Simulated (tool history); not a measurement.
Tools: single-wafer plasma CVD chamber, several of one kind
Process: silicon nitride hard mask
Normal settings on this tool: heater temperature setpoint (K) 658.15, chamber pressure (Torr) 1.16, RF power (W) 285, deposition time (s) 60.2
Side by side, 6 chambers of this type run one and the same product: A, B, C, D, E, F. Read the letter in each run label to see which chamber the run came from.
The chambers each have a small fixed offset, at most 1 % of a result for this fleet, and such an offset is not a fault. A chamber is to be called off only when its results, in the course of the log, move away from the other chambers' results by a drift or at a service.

run	hour	heater temperature setpoint (K)	chamber pressure (Torr)	RF power (W)	deposition time (s)	hours since the last thermocouple change	hours since the last RF generator calibration	hours since the last manometer calibration	read-back reference wafer on the same gauge, thickness_nm	mean film thickness on the monitor wafer (angstrom)
1A	6.3	658.15	1.16	285	60.2	134.1	1193	2076.5	49.54	610.69
2D	17.2	658.15	1.16	285	60.2	1142	1098.9	1620.9	49.506	611.54
3E	26.2	658.15	1.16	285	60.2	638.7	1774	1118.1	49.511	613.22
4B	33.8	658.15	1.16	285	60.2	2892.2	1223	2485.6	49.491	614.21
5C	42.5	658.15	1.16	285	60.2	1424	282.9	1932.6	49.465	612.82
6F	48	658.15	1.16	285	60.2	1082.4	828.4	738.8	49.551	612.65
7B	59.5	658.15	1.16	285	60.2	2917.9	1248.7	2511.3	49.482	615.98
8E	67.5	658.15	1.16	250	53.8	680	1815.3	1159.4	49.513	499.44
9F	73.2	658.15	1.16	250	53.8	1107.6	853.6	764	49.507	497.05
10C	79.1	658.15	1.16	250	53.8	1460.6	319.5	1969.2	49.473	496.9
11D	87.5	658.15	1.16	250	53.8	1212.3	1169.2	1691.2	49.466	500.24
# hour 96.7: chamber B: thermocouple changed; heater temperature recalibrated
12A	97.6	658.15	1.16	250	53.8	225.4	1284.3	2167.8	49.522	494.04
13A	106.4	658.15	1.16	250	53.8	234.2	1293.1	2176.6	49.525	497.26
14D	115.2	658.15	1.16	285	60.2	1240	1196.9	1718.9	49.491	613.69
15F	120.6	658.15	1.16	285	60.2	1155	901	811.4	49.445	610.16
16C	125.6	658.15	1.16	235	67.1	1507.1	366	2015.7	49.483	596.9
17E	135	658.15	1.16	235	67.1	747.5	1882.8	1226.9	49.477	599.23
18B	140.4	658.15	1.16	235	67.1	43.8	1329.6	2592.2	49.499	602.43
19C	146.3	658.15	1.16	235	67.1	1527.8	386.7	2036.4	49.482	598.14
# hour 147.5: chamber A: capacitance manometer re-zeroed and calibrated
20A	156.2	658.15	1.16	235	67.1	284	1342.9	8.8	49.493	592.3
# hour 159: chamber C: thermocouple changed; heater temperature recalibrated
21E	166.9	658.15	1.16	235	67.1	779.4	1914.7	1258.8	49.506	600
22D	176.9	658.15	1.16	285	60.2	1301.7	1258.6	1780.6	49.487	607.43
23B	184.2	658.15	1.16	285	60.2	87.6	1373.4	2636	49.497	617.37
24F	192.8	658.15	1.16	285	60.2	1227.2	973.2	883.6	49.521	610.25
25B	204.1	658.15	1.16	285	60.2	107.5	1393.3	2655.9	49.514	617.38
26F	212.7	658.15	1.16	285	60.2	1247.1	993.1	903.5	49.469	606.06
27C	219.2	658.15	1.16	285	60.2	60.3	459.6	2109.3	49.503	611.12
28D	229.7	658.15	1.16	285	60.2	1354.5	1311.4	1833.4	49.49	614.04
29E	235.6	658.15	1.16	285	60.2	848.1	1983.4	1327.5	49.479	610.9
30A	244.7	658.15	1.16	285	60.2	372.5	1431.4	97.3	49.471	610.88
31F	252	658.15	1.16	285	60.2	1286.4	1032.4	942.8	49.492	610.23
32B	259.4	658.15	1.16	285	60.2	162.8	1448.6	2711.2	49.478	616.01
33A	266	658.15	1.16	285	60.2	393.8	1452.7	118.6	49.512	608.85
34D	274.7	658.15	1.16	285	60.2	1399.5	1356.4	1878.4	49.489	613.07
35C	280.7	658.15	1.16	285	60.2	121.8	521.1	2170.8	49.495	614.48
36E	290.4	664.15	1.04	285	60.2	902.9	2038.2	1382.3	49.501	591.47
37F	297.5	664.15	1.04	285	60.2	1331.9	1077.9	988.3	49.513	586.46

Is one chamber out of step, is the gauge drifting, or do the chambers differ by no more than their own small offsets? For an off chamber, give its letter and the likeliest cause.

No chamber stands off beyond its own small offset, and the gauge holds steady.
